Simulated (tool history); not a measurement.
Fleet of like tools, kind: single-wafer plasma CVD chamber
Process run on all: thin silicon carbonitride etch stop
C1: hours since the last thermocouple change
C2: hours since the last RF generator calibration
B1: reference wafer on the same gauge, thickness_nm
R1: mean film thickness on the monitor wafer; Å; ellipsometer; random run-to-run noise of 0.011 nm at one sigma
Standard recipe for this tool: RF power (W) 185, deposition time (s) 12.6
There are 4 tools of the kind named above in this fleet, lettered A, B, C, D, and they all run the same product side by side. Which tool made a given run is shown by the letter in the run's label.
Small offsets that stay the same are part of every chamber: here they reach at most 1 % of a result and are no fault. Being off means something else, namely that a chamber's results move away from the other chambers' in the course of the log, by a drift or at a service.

Run 1C, hour 11.7: usual settings; C1 644.8; C2 171.1; B1 7.9131. Result: R1 70.368 Å.
Run 2A, hour 22.9: usual settings; C1 270; C2 330.5; B1 7.9139. Result: R1 70.561 Å.
Run 3D, hour 31.5: usual settings; C1 536.6; C2 992; B1 7.9135. Result: R1 70.581 Å.
At hour 44.3: chamber B: thermocouple changed; heater temperature recalibrated.
Run 4B, hour 44.5: usual settings; C1 0.3; C2 349.2; B1 7.9164. Result: R1 70.073 Å.
Run 5D, hour 57.5: usual settings; C1 562.6; C2 1018; B1 7.9185. Result: R1 70.677 Å.
Run 6B, hour 67.4: usual settings; C1 23.2; C2 372.1; B1 7.923. Result: R1 69.729 Å.
Run 7C, hour 78.9: usual settings; C1 712; C2 238.3; B1 7.9245. Result: R1 70.311 Å.
Run 8A, hour 87.7: usual settings; C1 334.8; C2 395.3; B1 7.9219. Result: R1 70.453 Å.
Run 9A, hour 97.8: usual settings but deposition time (s) 14.9; C1 344.9; C2 405.4; B1 7.9284. Result: R1 83.317 Å.
Run 10C, hour 104.4: usual settings but deposition time (s) 14.9; C1 737.5; C2 263.8; B1 7.9245. Result: R1 83.365 Å.
Run 11D, hour 110.2: usual settings but deposition time (s) 14.9; C1 615.3; C2 1070.7; B1 7.926. Result: R1 83.459 Å.
Run 12B, hour 119.4: usual settings but deposition time (s) 14.9; C1 75.2; C2 424.1; B1 7.9283. Result: R1 82.556 Å.
Run 13B, hour 128.5: usual settings; C1 84.3; C2 433.2; B1 7.9298. Result: R1 70.107 Å.
Run 14D, hour 135.4: usual settings; C1 640.5; C2 1095.9; B1 7.9288. Result: R1 70.592 Å.
Run 15C, hour 142.9: usual settings; C1 776; C2 302.3; B1 7.9335. Result: R1 70.317 Å.
Run 16A, hour 149.8: usual settings but RF power (W) 210, deposition time (s) 10.6; C1 396.9; C2 457.4; B1 7.9321. Result: R1 61.799 Å.
Run 17D, hour 156.9: usual settings but RF power (W) 210, deposition time (s) 10.6; C1 662; C2 1117.4; B1 7.9345. Result: R1 61.844 Å.
Run 18A, hour 169.3: usual settings but RF power (W) 210, deposition time (s) 10.6; C1 416.4; C2 476.9; B1 7.9366. Result: R1 61.687 Å.
Run 19C, hour 177.9: usual settings but RF power (W) 210, deposition time (s) 10.6; C1 811; C2 337.3; B1 7.9358. Result: R1 61.662 Å.
At hour 182.7: chamber C: thermocouple changed; heater temperature recalibrated.
Run 20B, hour 187.4: usual settings; C1 143.2; C2 492.1; B1 7.9412. Result: R1 70.085 Å.
Run 21D, hour 197.9: usual settings; C1 703; C2 1158.4; B1 7.939. Result: R1 70.88 Å.
Run 22B, hour 203.6: usual settings; C1 159.4; C2 508.3; B1 7.9416. Result: R1 69.971 Å.
Run 23C, hour 211.9: usual settings; C1 29.3; C2 371.3; B1 7.9418. Result: R1 70.243 Å.
Run 24A, hour 222.6: usual settings; C1 469.7; C2 530.2; B1 7.9442. Result: R1 70.538 Å.
Run 25D, hour 230.9: usual settings; C1 736; C2 1191.4; B1 7.944. Result: R1 70.766 Å.
Run 26C, hour 237.8: usual settings; C1 55.2; C2 397.2; B1 7.9475. Result: R1 70.69 Å.
Run 27A, hour 248.9: usual settings; C1 496; C2 556.5; B1 7.9447. Result: R1 70.675 Å.
Run 28B, hour 256.8: usual settings; C1 212.6; C2 561.5; B1 7.9468. Result: R1 69.912 Å.
Run 29A, hour 268.7: usual settings; C1 515.8; C2 576.3; B1 7.9522. Result: R1 70.718 Å.
Run 30D, hour 280.1: usual settings but RF power (W) 165, deposition time (s) 11.1; C1 785.2; C2 1240.6; B1 7.9536. Result: R1 60.358 Å.
Run 31B, hour 287.2: usual settings but RF power (W) 165, deposition time (s) 11.1; C1 243; C2 591.9; B1 7.9508. Result: R1 59.817 Å.
Run 32C, hour 297.8: usual settings but RF power (W) 165, deposition time (s) 11.1; C1 115.2; C2 457.2; B1 7.9568. Result: R1 60.112 Å.
Run 33A, hour 303.8: usual settings but RF power (W) 165, deposition time (s) 11.1; C1 550.9; C2 611.4; B1 7.9558. Result: R1 60.359 Å.
Run 34C, hour 311.9: usual settings but RF power (W) 200; C1 129.3; C2 471.3; B1 7.96. Result: R1 72.271 Å.
Run 35D, hour 319.4: usual settings but RF power (W) 200; C1 824.5; C2 1279.9; B1 7.9573. Result: R1 72.427 Å.
Run 36B, hour 325.7: usual settings but RF power (W) 200; C1 281.5; C2 630.4; B1 7.9585. Result: R1 71.587 Å.
Run 37D, hour 333.6: usual settings but RF power (W) 200; C1 838.7; C2 1294.1; B1 7.9631. Result: R1 72.427 Å.

Predict what each chamber gives when all 4 of them run the settings below next.
Run 38A, hour 343: usual settings but RF power (W) 200. Result: R1 ?.
Run 38B, hour 343: usual settings but RF power (W) 200. Result: R1 ?.
Run 38C, hour 343: usual settings but RF power (W) 200. Result: R1 ?.
Run 38D, hour 343: usual settings but RF power (W) 200. Result: R1 ?.

run      R1
38A  72.579
38B  71.713
38C  72.329
38D  72.667
